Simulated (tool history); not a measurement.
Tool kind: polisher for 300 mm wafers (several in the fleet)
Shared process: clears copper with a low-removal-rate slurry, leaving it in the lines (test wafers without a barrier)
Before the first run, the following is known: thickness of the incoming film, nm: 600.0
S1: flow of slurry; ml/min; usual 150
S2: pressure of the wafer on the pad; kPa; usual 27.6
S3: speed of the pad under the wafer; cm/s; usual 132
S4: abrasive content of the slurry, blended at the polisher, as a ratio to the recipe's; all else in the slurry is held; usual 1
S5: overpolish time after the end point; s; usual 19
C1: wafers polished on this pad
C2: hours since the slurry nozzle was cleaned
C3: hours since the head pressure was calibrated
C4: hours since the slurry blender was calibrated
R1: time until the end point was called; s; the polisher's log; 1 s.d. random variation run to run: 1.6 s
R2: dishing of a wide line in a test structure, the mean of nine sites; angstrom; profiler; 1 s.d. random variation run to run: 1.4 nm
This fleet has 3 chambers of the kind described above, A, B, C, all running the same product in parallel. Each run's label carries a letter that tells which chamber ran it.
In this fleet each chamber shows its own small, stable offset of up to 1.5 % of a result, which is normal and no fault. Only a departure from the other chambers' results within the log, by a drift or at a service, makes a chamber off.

run    day   S1    S2   S3  S4  S5    C1     C2     C3     C4      R1      R2
     0.108  -- chamber B: worn pad replaced by a new one
 1A  0.225  150  27.6  132   1  19    68  369.5  755.4   23.8  121.99  618.19
 2B  0.375  150  27.6  132   1  19    67    189  264.3  299.4   118.7  628.01
 3C   0.55  150  27.6  132   1  19   677  206.7  586.6   17.7  121.15  624.72
 4C    0.7  150  27.6  132   1  19   715  210.3  590.2   21.3  120.15  610.55
 5B  0.833  170  27.6  132   1  19   182    200  275.3  310.4  116.98  624.48
 6A  0.938  170  27.6  132   1  19   247  386.6  772.5   40.9  117.15  601.71
 7C  1.067  170  27.6  132   1  19   807  219.1    599   30.1  120.57  617.67
 8B  1.225  150  27.6  132   1  19   280  209.4  284.7  319.8  120.39  624.11
 9A  1.425  150  27.6  132   1  19   369  398.3  784.2   52.6  119.95  609.91
10A  1.571  150  27.6  132   1  19   405  401.8  787.7   56.1  122.25  601.41
11B  1.667  150  27.6  132   1  19   391    220  295.3  330.4  122.08  598.97
12C  1.892  150  27.6   90   1  19  1013  238.9  618.8   49.9  175.53  447.38
13A  2.079  150  27.6   90   1  19   533    414  799.9   68.3  181.32   450.9
14B   2.25  150  27.6   90   1  19   537    234  309.3  344.4  176.41  456.88
15C  2.421  150  27.6  132   1  19  1146  251.6  631.5   62.6  121.69  593.23
16B  2.642  150  27.6  132   1  19   635  243.4  318.7  353.8  117.64  651.16
17A  2.825  150  27.6  132   1  19   720  431.9  817.8   86.2  122.88  614.29
18C  2.946  150  27.6  132   1  19  1278  264.2  644.1   75.2  120.07  611.41
19A  3.112  150  27.6  176   1  12   792  438.8  824.7   93.1   90.96  516.59
20C  3.242  150  27.6  176   1  12  1352  271.3  651.2   82.3   91.65  525.67
     3.329  -- chamber C: worn pad replaced by a new one
21B  3.367  150  27.6  176   1  12   817  260.8  336.1  371.2  89.789  514.97
22A  3.575  150  27.6  132   1  19   908  449.9  835.8  104.2  121.32  613.21
23B  3.688  150  27.6  176   1  19   897  268.5  343.8  378.9  91.995  746.11
24C  3.892  150  27.6  176   1  19   141  286.9  666.8   97.9  92.247  756.79
     3.975  -- chamber C: slurry nozzle cleaned
     4.033  -- chamber B: slurry blender recalibrated
25A  4.046  150  27.6  176   1  19  1026  461.2  847.1  115.5  89.218  762.43
     4.138  -- chamber C: head pressure recalibrated
26B  4.242  150  27.6  132   1  23  1036  281.8  357.1      5  117.85  692.26
27C  4.342  150  27.6  132   1  23   254    8.9      5  108.7  134.86  660.11
28C  4.542  150  27.6  132   1  23   304   13.7    9.8  113.5  132.01  662.01
29B   4.65  150  27.6  132   1  19  1139  291.6  366.9   14.8  120.12  598.54
30A  4.796  150  27.6  132   1  19  1214  479.2  865.1  133.5  121.41  598.19
31C  4.896  150  23.4  132   1  19   392   22.2   18.3    122  158.22  492.18
     4.933  -- chamber B: worn pad replaced by a new one
32B  5.075  150  23.4  132   1  19    36  301.8  377.1     25  139.33  533.58
33A  5.221  150  23.4  132   1  19  1320  489.4  875.3  143.7  143.94  527.17
34B  5.379  150  19.3  132   1  24   112  309.1  384.4   32.3  173.98  544.01
     5.504  -- chamber A: worn pad replaced by a new one
35A  5.525  150  19.3  132   1  24     5  496.7  882.6    151  177.34  519.75
36C  5.633  150  19.3  132   1  24   577   39.9     36  139.7  189.09  473.58
37A  5.738  150  27.6  132   1  19    59  501.8  887.7  156.1  125.07  620.15
38C  5.854  150  27.6  132   1  19   633   45.2   41.3    145  133.56  575.16
39B  6.067  150  27.6  132   1  19   284  325.6  400.9   48.8  120.29  631.44
40C  6.275  150  27.6  132   1  19   738   55.3   51.4  155.1  133.52  548.84
41A  6.379  150  27.6  132   1  19   219  517.2  903.1  171.5  122.85  600.74
42B  6.538  150  27.6  132   1  19   403  336.9  412.2   60.1  116.52  630.33
43A   6.65  150  27.6  132   1  19   287  523.7  909.6    178  122.82  617.68

Decide between three cases: one chamber stands off from its peers, the gauge reading all wafers drifts, or nothing is wrong past each chamber's small offset. Where a chamber is off, say which and what most likely put it there.

The work done on chamber C during a service left it standing apart from the others.
Cause: head's pressure below its setpoint, % = 8.81.

Chamber C could run next with any of the 4 candidate recipes listed below; each alters the usual settings, and their results appear as question marks. Which one brings its results back in line with what the other chambers deliver on the usual settings?
Counts as in line when no further than this from what the other chambers average on the usual settings: R1 5.5 s; R2 50 angstrom
44C-1  6.812  150  26.2  126   1  19                   ?   ?
44C-2  6.812  150  27.6  130   1  19                   ?   ?
44C-3  6.812  150    29  138   1  19                   ?   ?
44C-4  6.812  150  27.6  134   1  19                   ?   ?

What the other chambers average on the usual settings: R1 121.38 s; R2 607.09 angstrom
  run      R1      R2
44C-1  148.44  506.42
44C-2  136.69  543.18
44C-3  122.65  594.08
44C-4  132.62  556.56
44C-3 is the one that brings the chamber's results back in line with the other chambers.

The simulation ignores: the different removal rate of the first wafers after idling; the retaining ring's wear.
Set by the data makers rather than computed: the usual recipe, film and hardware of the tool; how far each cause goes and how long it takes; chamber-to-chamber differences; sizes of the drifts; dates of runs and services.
